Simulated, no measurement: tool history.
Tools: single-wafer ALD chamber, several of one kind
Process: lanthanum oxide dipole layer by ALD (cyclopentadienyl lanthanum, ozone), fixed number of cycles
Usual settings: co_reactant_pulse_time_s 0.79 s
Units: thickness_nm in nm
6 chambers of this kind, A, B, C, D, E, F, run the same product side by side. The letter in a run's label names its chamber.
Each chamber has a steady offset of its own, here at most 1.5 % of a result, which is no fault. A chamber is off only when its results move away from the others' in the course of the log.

| run | hour | co_reactant_pulse_time_s | read-back reference wafer on the same gauge, thickness_nm | thickness_nm |
|---|---|---|---|---|
| 1E | 6.8 | 0.79 | 0.42705 | 0.45979 |
| 2B | 17.9 | 0.79 | 0.42704 | 0.45717 |
| 3D | 25.0 | 0.79 | 0.42712 | 0.46236 |
| 4A | 35.4 | 0.79 | 0.42720 | 0.45723 |
| 5C | 47.9 | 0.79 | 0.42724 | 0.45349 |
| 6F | 58.1 | 0.79 | 0.42718 | 0.45695 |
| 7B | 67.6 | 0.79 | 0.42729 | 0.45688 |
| 8C | 78.3 | 0.79 | 0.42741 | 0.45375 |
| 9A | 88.2 | 0.58 | 0.42761 | 0.39469 |
| 10D | 94.7 | 0.58 | 0.42753 | 0.39917 |
| 11E | 101.8 | 0.58 | 0.42751 | 0.39728 |
| 12F | 114.7 | 0.58 | 0.42755 | 0.39522 |
| 13B | 123.5 | 0.58 | 0.42759 | 0.39552 |
| 14F | 131.0 | 0.58 | 0.42767 | 0.39577 |
| 15C | 139.8 | 0.52 | 0.42772 | 0.37036 |
|  | 141.5 | chamber A: thermocouple changed; heater temperature recalibrated |
| 16E | 146.7 | 0.52 | 0.42776 | 0.37285 |
| 17D | 159.7 | 0.52 | 0.42785 | 0.37694 |
| 18A | 171.7 | 0.52 | 0.42794 | 0.37187 |
| 19C | 184.1 | 0.52 | 0.42793 | 0.37074 |
| 20A | 193.3 | 0.52 | 0.42804 | 0.37248 |
| 21D | 199.7 | 0.79 | 0.42797 | 0.46372 |
| 22F | 210.9 | 0.79 | 0.42805 | 0.46023 |
| 23B | 220.7 | 0.79 | 0.42802 | 0.45718 |
| 24E | 228.2 | 0.88 | 0.42823 | 0.48256 |
|  | 237.7 | chamber C: thermocouple changed; heater temperature recalibrated |
| 25D | 239.7 | 0.88 | 0.42830 | 0.48489 |
| 26A | 246.8 | 0.88 | 0.42821 | 0.47874 |
| 27B | 254.5 | 0.88 | 0.42835 | 0.47793 |
| 28F | 262.8 | 0.88 | 0.42830 | 0.47868 |
| 29E | 276.3 | 0.88 | 0.42844 | 0.48261 |
| 30C | 283.5 | 0.79 | 0.42845 | 0.45409 |
| 31F | 291.4 | 0.79 | 0.42856 | 0.45866 |
| 32E | 305.0 | 1.03 | 0.42861 | 0.50825 |
| 33A | 318.4 | 1.03 | 0.42866 | 0.50485 |
| 34D | 331.2 | 1.03 | 0.42886 | 0.51061 |
|  | 334.4 | chamber B: ozone generator serviced |
| 35C | 343.3 | 1.03 | 0.42883 | 0.49936 |
| 36B | 352.7 | 1.03 | 0.42885 | 0.50431 |
| 37B | 361.2 | 1.03 | 0.42900 | 0.50586 |
| 38C | 368.7 | 0.79 | 0.42891 | 0.45518 |
| 39D | 375.4 | 0.79 | 0.42897 | 0.46409 |
| 40A | 389.6 | 0.79 | 0.42913 | 0.45903 |
| 41E | 397.3 | 0.79 | 0.42907 | 0.46321 |

All 6 chambers run these settings next. Forecast each chamber's results:
| 42A | 407.5 | 0.79 |  | ? |
| 42B | 407.5 | 0.79 |  | ? |
| 42C | 407.5 | 0.79 |  | ? |
| 42D | 407.5 | 0.79 |  | ? |
| 42E | 407.5 | 0.79 |  | ? |
| 42F | 407.5 | 0.79 |  | ? |

| run | thickness_nm |
|---|---|
| 42A | 0.45943 |
| 42B | 0.45923 |
| 42C | 0.45567 |
| 42D | 0.46512 |
| 42E | 0.46244 |
| 42F | 0.46016 |

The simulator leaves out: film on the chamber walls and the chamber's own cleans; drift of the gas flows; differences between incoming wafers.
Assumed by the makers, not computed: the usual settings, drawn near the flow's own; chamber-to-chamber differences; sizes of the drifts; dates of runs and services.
